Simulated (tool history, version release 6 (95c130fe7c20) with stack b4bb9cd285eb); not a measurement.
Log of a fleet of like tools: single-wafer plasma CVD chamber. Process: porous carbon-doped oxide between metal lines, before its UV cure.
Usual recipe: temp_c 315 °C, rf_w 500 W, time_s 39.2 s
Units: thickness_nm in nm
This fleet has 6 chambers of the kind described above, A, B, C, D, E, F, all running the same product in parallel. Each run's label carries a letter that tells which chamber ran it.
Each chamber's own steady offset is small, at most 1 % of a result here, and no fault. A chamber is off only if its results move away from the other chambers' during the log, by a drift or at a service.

| run | hour | temp_c | rf_w | time_s | read-back reference wafer on the same gauge, thickness_nm | thickness_nm |
|---|---|---|---|---|---|---|
| 1D | 11.4 | 315 | 500 | 39.2 | 157.04 | 193.74 |
| 2B | 19.2 | 315 | 500 | 39.2 | 156.91 | 194.82 |
| 3E | 27.6 | 315 | 500 | 39.2 | 156.92 | 192.93 |
| 4C | 33.1 | 315 | 500 | 39.2 | 156.94 | 194.56 |
| 5F | 42.5 | 315 | 500 | 39.2 | 156.91 | 194.48 |
| 6A | 48.3 | 315 | 500 | 39.2 | 156.90 | 193.27 |
| 7F | 54.2 | 315 | 500 | 39.2 | 156.85 | 194.34 |
| 8D | 66.1 | 315 | 500 | 39.2 | 156.80 | 193.43 |
| 9E | 71.9 | 315 | 500 | 39.2 | 156.84 | 192.19 |
| 10B | 78.8 | 315 | 500 | 39.2 | 156.78 | 194.68 |
| 11A | 88.1 | 315 | 500 | 39.2 | 156.81 | 193.49 |
| 12C | 94.2 | 315 | 500 | 39.2 | 156.77 | 193.94 |
| 13B | 99.6 | 315 | 500 | 39.2 | 156.72 | 194.58 |
| 14C | 106.0 | 315 | 500 | 39.2 | 156.77 | 194.46 |
| 15A | 113.6 | 315 | 500 | 39.2 | 156.71 | 192.55 |
| 16E | 120.9 | 315 | 500 | 39.2 | 156.73 | 192.62 |
| 17D | 131.6 | 315 | 500 | 39.2 | 156.71 | 193.49 |
| 18F | 138.4 | 315 | 500 | 39.2 | 156.61 | 193.92 |
| 19A | 148.1 | 315 | 500 | 39.2 | 156.64 | 192.07 |
| 20E | 156.3 | 315 | 500 | 39.2 | 156.69 | 192.02 |
| 21B | 164.6 | 305 | 565 | 39.2 | 156.64 | 222.42 |
| 22F | 171.9 | 305 | 565 | 39.2 | 156.65 | 221.56 |
| 23D | 181.9 | 305 | 565 | 39.2 | 156.54 | 220.22 |
| 24C | 192.5 | 305 | 565 | 39.2 | 156.53 | 221.38 |
| 25C | 199.0 | 305 | 565 | 39.2 | 156.50 | 220.85 |
| 26B | 209.4 | 305 | 565 | 39.2 | 156.54 | 221.79 |
| 27F | 216.5 | 315 | 500 | 44.4 | 156.49 | 218.15 |
| 28E | 222.2 | 315 | 500 | 44.4 | 156.50 | 217.08 |
| 29A | 232.0 | 315 | 500 | 44.4 | 156.47 | 217.31 |
| 30D | 242.6 | 315 | 500 | 44.4 | 156.45 | 218.20 |
| 31E | 250.6 | 315 | 500 | 44.4 | 156.47 | 216.84 |
| 32C | 261.8 | 315 | 500 | 44.4 | 156.41 | 218.48 |
| 33F | 273.3 | 315 | 500 | 39.2 | 156.40 | 193.92 |
| 34B | 285.0 | 315 | 500 | 39.2 | 156.32 | 193.71 |
| 35A | 294.4 | 315 | 500 | 42.7 | 156.31 | 208.71 |
| 36D | 306.2 | 315 | 500 | 42.7 | 156.23 | 209.43 |
| 37F | 314.6 | 315 | 500 | 42.7 | 156.23 | 210.52 |
| 38A | 323.9 | 315 | 500 | 42.7 | 156.21 | 208.62 |
| 39E | 333.1 | 315 | 500 | 42.7 | 156.19 | 208.52 |
| 40B | 339.8 | 315 | 500 | 42.7 | 156.19 | 210.61 |
| 41D | 352.0 | 315 | 500 | 39.2 | 156.15 | 192.83 |
| 42C | 361.6 | 315 | 500 | 39.2 | 156.17 | 193.12 |
| 43E | 367.8 | 315 | 500 | 39.2 | 156.17 | 191.85 |

Does one chamber stand apart from the rest, does the shared gauge drift, or is all well apart from small per-chamber offsets? Give the chamber and the most likely cause, where there is one.

Gauge drift. The chambers move together only on paper, and none stands off.
What lies behind it: gauge reads low (%) = 0.564.
